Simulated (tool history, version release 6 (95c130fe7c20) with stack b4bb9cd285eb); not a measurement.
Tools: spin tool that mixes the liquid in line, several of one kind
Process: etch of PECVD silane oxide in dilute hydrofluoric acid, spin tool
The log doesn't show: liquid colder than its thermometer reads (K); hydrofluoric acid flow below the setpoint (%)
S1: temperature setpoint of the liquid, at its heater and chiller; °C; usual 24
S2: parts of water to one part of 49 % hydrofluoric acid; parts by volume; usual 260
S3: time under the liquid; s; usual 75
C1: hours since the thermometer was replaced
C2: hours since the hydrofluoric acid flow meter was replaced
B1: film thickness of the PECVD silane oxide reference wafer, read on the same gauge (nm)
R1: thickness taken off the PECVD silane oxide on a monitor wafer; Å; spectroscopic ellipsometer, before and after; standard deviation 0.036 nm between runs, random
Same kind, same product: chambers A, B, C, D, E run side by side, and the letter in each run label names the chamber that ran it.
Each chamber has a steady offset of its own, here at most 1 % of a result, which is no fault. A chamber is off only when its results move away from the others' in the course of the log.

run     day  S1   S2   S3      C1      C2      B1      R1
 1B   0.312  24  260   75   601.1   553.3  90.005  44.543
 2E   0.758  24  260   75   358.5    37.8  89.942  44.297
 3C   1.229  24  260   75   956.2   767.5  90.024  43.296
      1.425  -- chamber C: hydrofluoric acid flow meter replaced
 4A   1.638  24  260   75  1010.8   947.8  89.991  44.639
 5D     1.9  24  260   75  1091.8     646  90.039  44.327
 6A   2.421  24  260   75  1029.6   966.6  90.059  44.103
 7D   2.725  24  260   50  1111.6   665.8  90.013  29.478
 8E   3.017  24  260   50   412.7      92   89.98  29.524
 9C   3.275  24  260   50  1005.3    44.5  89.994  29.241
10B   3.783  24  260   50   684.4   636.6  90.008  29.531
11A   4.062  24  260   50    1069    1006  90.009  29.569
12B   4.471  24  260   75   700.9   653.1  89.996  44.518
13E   4.933  24  260   75   458.7     138  90.011  44.425
14C   5.408  24  260   75  1056.5    95.7  90.043  43.536
15D   5.704  24  260   75  1183.1   737.3   89.96   43.89
16A     6.1  24  260   75  1117.9  1054.9  89.989   44.81
17B   6.396  24  260   75   747.1   699.3  89.971  44.006
18C   6.696  24  260   75  1087.4   126.6  89.982  44.573
19D   6.979  24  260   75  1213.7   767.9   89.97  43.433
20E   7.492  24  260   75   520.1   199.4  89.943  44.039
21E   7.779  24  315  100     527   206.3  90.012  45.568
       8.05  -- chamber B: hydrofluoric acid flow meter replaced
22C   8.062  24  315  100  1120.2   159.4  89.976   46.08
23D   8.567  24  315  100  1251.8     806  90.014  44.335
24A   8.875  24  315  100  1184.5  1121.5  89.959  46.139
25B   9.238  24  315  100   815.3    28.6  89.959  46.378
26A   9.579  24  260   75  1201.4  1138.4  90.004  44.549
27D     9.9  24  260   75  1283.8     838  89.982  42.449
28B  10.412  20  330   75   843.5    56.8  89.972  28.809
29E  10.812  20  330   75   599.8   279.1  90.012   28.56
30C  11.142  20  330   75  1194.1   233.3  90.047  27.892
31C  11.612  20  330   75  1205.4   244.6  89.989  28.587
32A  12.025  20  330   75  1260.1  1197.1  89.955  28.291
33B  12.438  26  135   75   892.1   105.4  89.961  107.68
34E  12.958  26  135   75   651.3   330.6  90.023  106.69

Is one chamber out of step, is the gauge drifting, or do the chambers differ by no more than their own small offsets? For an off chamber, give its letter and the likeliest cause.

It is chamber D that slowly wanders off from its peers.
Likeliest cause: hydrofluoric acid flow below the setpoint (%) = 5.68.
With only this log, it may be confused with: liquid colder than its thermometer reads (K).

Chamber D could run next with any of the 4 candidate recipes listed below; each alters the usual settings, and their results appear as question marks. Which one brings its results back in line with what the other chambers deliver on the usual settings?
In line here means within this much of the mean the other chambers give on the usual settings: R1 1.3 Å
35D-1  13.362  24  275  75               ?
35D-2  13.362  24  245  75               ?
35D-3  13.362  24  265  75               ?
35D-4  13.362  24  255  75               ?

The mean the other chambers reach with the usual settings: R1 44.273 Å
  run      R1
35D-1  38.176
35D-2  44.268
35D-3  40.044
35D-4  42.068
Change 35D-2 lands the chamber within the allowed miss of the other chambers.
